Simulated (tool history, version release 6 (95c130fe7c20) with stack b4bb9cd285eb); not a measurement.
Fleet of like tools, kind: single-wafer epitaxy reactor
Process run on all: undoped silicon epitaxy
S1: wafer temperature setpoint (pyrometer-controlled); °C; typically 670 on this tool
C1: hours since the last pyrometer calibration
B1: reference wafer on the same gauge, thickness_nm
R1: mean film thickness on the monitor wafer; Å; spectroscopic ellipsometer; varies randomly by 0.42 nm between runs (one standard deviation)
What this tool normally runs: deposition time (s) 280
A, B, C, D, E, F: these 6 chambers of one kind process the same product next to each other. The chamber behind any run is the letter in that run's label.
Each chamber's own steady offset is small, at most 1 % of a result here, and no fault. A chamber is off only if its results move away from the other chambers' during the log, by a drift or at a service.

run 1B hour=6.2 | S1=670 deposition_time_(s)=280 | C1=1043 | B1=73.902 | R1=719.96
run 2E hour=12.6 | S1=670 deposition_time_(s)=280 | C1=1984.9 | B1=73.946 | R1=725.78
run 3C hour=22.8 | S1=670 deposition_time_(s)=280 | C1=2297.1 | B1=73.851 | R1=712.06
run 4D hour=31.6 | S1=670 deposition_time_(s)=280 | C1=845.4 | B1=73.896 | R1=725.48
run 5A hour=36.7 | S1=670 deposition_time_(s)=280 | C1=2732.1 | B1=73.911 | R1=729.64
run 6F hour=46.1 | S1=670 deposition_time_(s)=280 | C1=1401.7 | B1=73.954 | R1=709.15
run 7B hour=52.5 | S1=670 deposition_time_(s)=280 | C1=1089.3 | B1=73.887 | R1=718.44
run 8D hour=58.9 | S1=670 deposition_time_(s)=280 | C1=872.7 | B1=74.028 | R1=734.84
run 9E hour=66.6 | S1=670 deposition_time_(s)=280 | C1=2038.9 | B1=74.006 | R1=725.2
run 10C hour=73 | S1=670 deposition_time_(s)=326 | C1=2347.3 | B1=73.904 | R1=820.81
-- hour=81 chamber A: pyrometer calibrated
run 11F hour=81.6 | S1=670 deposition_time_(s)=326 | C1=1437.2 | B1=73.907 | R1=829.12
run 12A hour=86.6 | S1=670 deposition_time_(s)=326 | C1=5.7 | B1=73.994 | R1=832.11
run 13E hour=95.8 | S1=670 deposition_time_(s)=326 | C1=2068.1 | B1=73.843 | R1=847.8
run 14B hour=103.8 | S1=670 deposition_time_(s)=326 | C1=1140.6 | B1=73.819 | R1=835.15
run 15C hour=112.1 | S1=670 deposition_time_(s)=326 | C1=2386.4 | B1=73.893 | R1=832.02
run 16D hour=118.4 | S1=670 deposition_time_(s)=280 | C1=932.2 | B1=73.95 | R1=726.4
run 17F hour=124.2 | S1=670 deposition_time_(s)=280 | C1=1479.8 | B1=73.981 | R1=709.19
run 18A hour=130 | S1=670 deposition_time_(s)=280 | C1=49.1 | B1=73.918 | R1=715.68
run 19C hour=137.2 | S1=670 deposition_time_(s)=280 | C1=2411.5 | B1=73.854 | R1=715.25
run 20E hour=145.9 | S1=670 deposition_time_(s)=280 | C1=2118.2 | B1=73.857 | R1=730.35
run 21B hour=153.4 | S1=670 deposition_time_(s)=280 | C1=1190.2 | B1=73.837 | R1=728.18
-- hour=157.8 chamber F: pyrometer calibrated
run 22D hour=162.4 | S1=670 deposition_time_(s)=280 | C1=976.2 | B1=73.93 | R1=724.96
run 23A hour=172.6 | S1=670 deposition_time_(s)=280 | C1=91.7 | B1=73.945 | R1=722.1
run 24F hour=182.2 | S1=670 deposition_time_(s)=326 | C1=24.5 | B1=73.854 | R1=829.72
run 25C hour=189.4 | S1=670 deposition_time_(s)=326 | C1=2463.7 | B1=73.932 | R1=830.23
run 26B hour=199.2 | S1=670 deposition_time_(s)=326 | C1=1236 | B1=73.902 | R1=857.42
run 27A hour=205.6 | S1=670 deposition_time_(s)=326 | C1=124.7 | B1=73.926 | R1=835.51
run 28F hour=211.1 | S1=670 deposition_time_(s)=326 | C1=53.4 | B1=73.988 | R1=835.19
run 29D hour=216.2 | S1=670 deposition_time_(s)=326 | C1=1030 | B1=73.943 | R1=849.11
run 30E hour=223 | S1=670 deposition_time_(s)=280 | C1=2195.3 | B1=73.88 | R1=721.42
run 31C hour=231.4 | S1=670 deposition_time_(s)=280 | C1=2505.7 | B1=73.897 | R1=711.62
run 32D hour=236.5 | S1=658 deposition_time_(s)=319 | C1=1050.3 | B1=73.811 | R1=640.58
run 33F hour=245.7 | S1=658 deposition_time_(s)=319 | C1=88 | B1=73.867 | R1=634.83
run 34E hour=252.3 | S1=658 deposition_time_(s)=319 | C1=2224.6 | B1=73.799 | R1=638.77
run 35A hour=262.3 | S1=658 deposition_time_(s)=319 | C1=181.4 | B1=73.98 | R1=635.5
run 36B hour=268.5 | S1=658 deposition_time_(s)=319 | C1=1305.3 | B1=73.821 | R1=672.37

Next, every chamber runs the same settings. What will each give?
run 37A hour=276.4 | S1=670 deposition_time_(s)=280 | R1=?
run 37B hour=276.4 | S1=670 deposition_time_(s)=280 | R1=?
run 37C hour=276.4 | S1=670 deposition_time_(s)=280 | R1=?
run 37D hour=276.4 | S1=670 deposition_time_(s)=280 | R1=?
run 37E hour=276.4 | S1=670 deposition_time_(s)=280 | R1=?
run 37F hour=276.4 | S1=670 deposition_time_(s)=280 | R1=?

run=37A R1=721.25
run=37B R1=766.07
run=37C R1=713.63
run=37D R1=723.59
run=37E R1=725.76
run=37F R1=717.36

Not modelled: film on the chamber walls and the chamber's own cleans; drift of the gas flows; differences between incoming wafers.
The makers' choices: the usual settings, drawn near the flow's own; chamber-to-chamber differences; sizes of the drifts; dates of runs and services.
